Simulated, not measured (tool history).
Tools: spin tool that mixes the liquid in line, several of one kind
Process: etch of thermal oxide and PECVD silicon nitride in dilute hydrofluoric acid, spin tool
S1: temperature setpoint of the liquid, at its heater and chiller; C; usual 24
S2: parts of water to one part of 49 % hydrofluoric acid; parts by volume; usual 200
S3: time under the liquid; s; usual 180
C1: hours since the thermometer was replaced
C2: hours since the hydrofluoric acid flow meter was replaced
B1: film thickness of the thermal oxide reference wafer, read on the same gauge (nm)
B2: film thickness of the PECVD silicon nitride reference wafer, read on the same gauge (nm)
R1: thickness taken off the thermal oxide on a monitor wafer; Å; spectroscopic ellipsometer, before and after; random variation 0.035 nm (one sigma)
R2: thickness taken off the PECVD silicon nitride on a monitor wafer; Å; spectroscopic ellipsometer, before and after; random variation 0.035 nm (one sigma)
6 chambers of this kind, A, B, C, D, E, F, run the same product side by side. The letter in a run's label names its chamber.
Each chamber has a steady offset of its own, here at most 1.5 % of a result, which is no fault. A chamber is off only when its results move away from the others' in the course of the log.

run   hour    S1   S2   S3      C1      C2      B1      B2      R1      R2
      11.3  -- chamber D: thermometer replaced
 1A   12.5    24  200  180     281    46.2  29.999  130.01  38.746  15.477
 2C   24.8    24  200  180   387.6   526.3      30     130  38.837  14.984
 3F   32.5    24  200  180   797.7   792.9  29.995  130.01  38.322  15.492
 4E     43    24  200  180   529.8  1173.9  30.005     130  38.198  15.296
 5B   54.6    24  200  180   650.9   363.7  29.984  130.02  38.014  14.834
 6D   65.2    24  200  180      54   820.2  30.033  129.98  38.808  15.097
 7F   73.5    24  170  180   838.7   833.9  29.967  130.01  46.859  17.737
 8D   81.8    24  170  180    70.6   836.8  30.018  130.02  46.996   17.96
 9B   96.1    24  170  180   692.4   405.2  30.024  130.01  46.408  17.692
10A  108.6    24  170  180   377.1   142.3   29.98  129.98   45.65  18.059
11C  120.4    24  170  180   483.2   621.9  29.972     130  46.493  18.168
12E  130.8    24  170  180   617.6  1261.7  30.001  129.99   46.77  18.094
13E  145.8  26.5  200  180   632.6  1276.7  29.984     130  42.134  18.955
14B  160.7  26.5  200  180     757   469.8      30  129.99  42.296  17.513
15A  171.5  26.5  200  180     440   205.2  29.991  130.01  42.114  17.368
     182.7  -- chamber E: thermometer replaced
16F  184.2  26.5  200  180   949.4   944.6  29.996     130  42.404  17.897
17D  195.1  26.5  200  180   183.9   950.1  30.007  130.01  40.952  17.961
18C  204.9  26.5  200  180   567.7   706.4  29.939     130  41.999  17.697
19F  219.9    24  200  180   985.1   980.3  29.969  129.99  37.436  15.589
20B  233.2    24  200  180   829.5   542.3  29.969     130    38.7  15.845
21A  248.4    24  200  180   516.9   282.1  30.026  130.01  38.379  15.657
22D  260.1    24  200  180   248.9  1015.1  30.011  129.99  36.426  14.665
23E  273.7    20  145  180      91  1404.6  29.961  130.01  48.651  16.539
24C  280.7    20  145  180   643.5   782.2  29.996     130  48.041  16.088
25E  291.9    20  145  180   109.2  1422.8  30.014     130  48.661  16.241
26D  302.5    20  145  180   291.3  1057.5  29.995  130.02   45.05  14.837
27F  314.4    20  145  180  1079.6  1074.8  30.007  129.99  48.369  16.615
28C  324.8    20  145  180   687.6   826.3   29.99  130.02  47.666  15.906
29B  332.5    24  200  180   928.8   641.6  29.995  130.02  38.538   14.83
30A  339.7    24  200  180   608.2   373.4  29.974  130.01  38.224  15.956
31C  349.5    24  200  180   712.3     851  30.012     130  38.457  15.679
32B  358.4  25.5  125  180   954.7   667.5  29.971  130.01  69.284  26.476
33A  372.4  25.5  125  180   640.9   406.1  29.996     130   70.85  26.214
34F  386.1  25.5  125  180  1151.3  1146.5   30.01     130  69.972  26.779
35D  393.7  25.5  125  180   382.5  1148.7  30.014     130  64.976   25.17
36E  401.5  25.5  125  180   218.8  1532.4  29.999  129.99  71.527  27.316
37F  412.5  25.5  125  180  1177.7  1172.9  29.988  130.02  71.554   27.47
38B  426.4  19.5  200  180  1022.7   735.5  29.977     130  32.226  11.084
39E  433.6  19.5  200  180   250.9  1564.5  30.014     130  32.638   11.51

What goes on in this fleet: one chamber off, a drifting gauge, or nothing beyond the chambers' own small offsets? Name the chamber and the cause, if any.

Chamber D drifts away from the others.
Cause: hydrofluoric acid flow below the setpoint (%) = 9.08.

Here are 4 candidates for chamber D's next run, each the usual settings with a change, their results left as question marks. Which one brings its results back in line with what the others give on the usual settings?
In line means no further than this from the other chambers' mean on the usual settings: R1 1.2 Å; R2 1.2 Å
40D-1  444.6  24  205  175                   ?   ?
40D-2  444.6  24  210  170                   ?   ?
40D-3  444.6  24  195  185                   ?   ?
40D-4  444.6  24  190  190                   ?   ?

The other chambers' mean on the usual settings: R1 38.359 Å; R2 15.392 Å
  run      R1      R2
40D-1  32.209  13.189
40D-2  30.358  12.507
40D-3  36.239   14.66
40D-4  38.438  15.453
40D-4 brings the chamber back in line.

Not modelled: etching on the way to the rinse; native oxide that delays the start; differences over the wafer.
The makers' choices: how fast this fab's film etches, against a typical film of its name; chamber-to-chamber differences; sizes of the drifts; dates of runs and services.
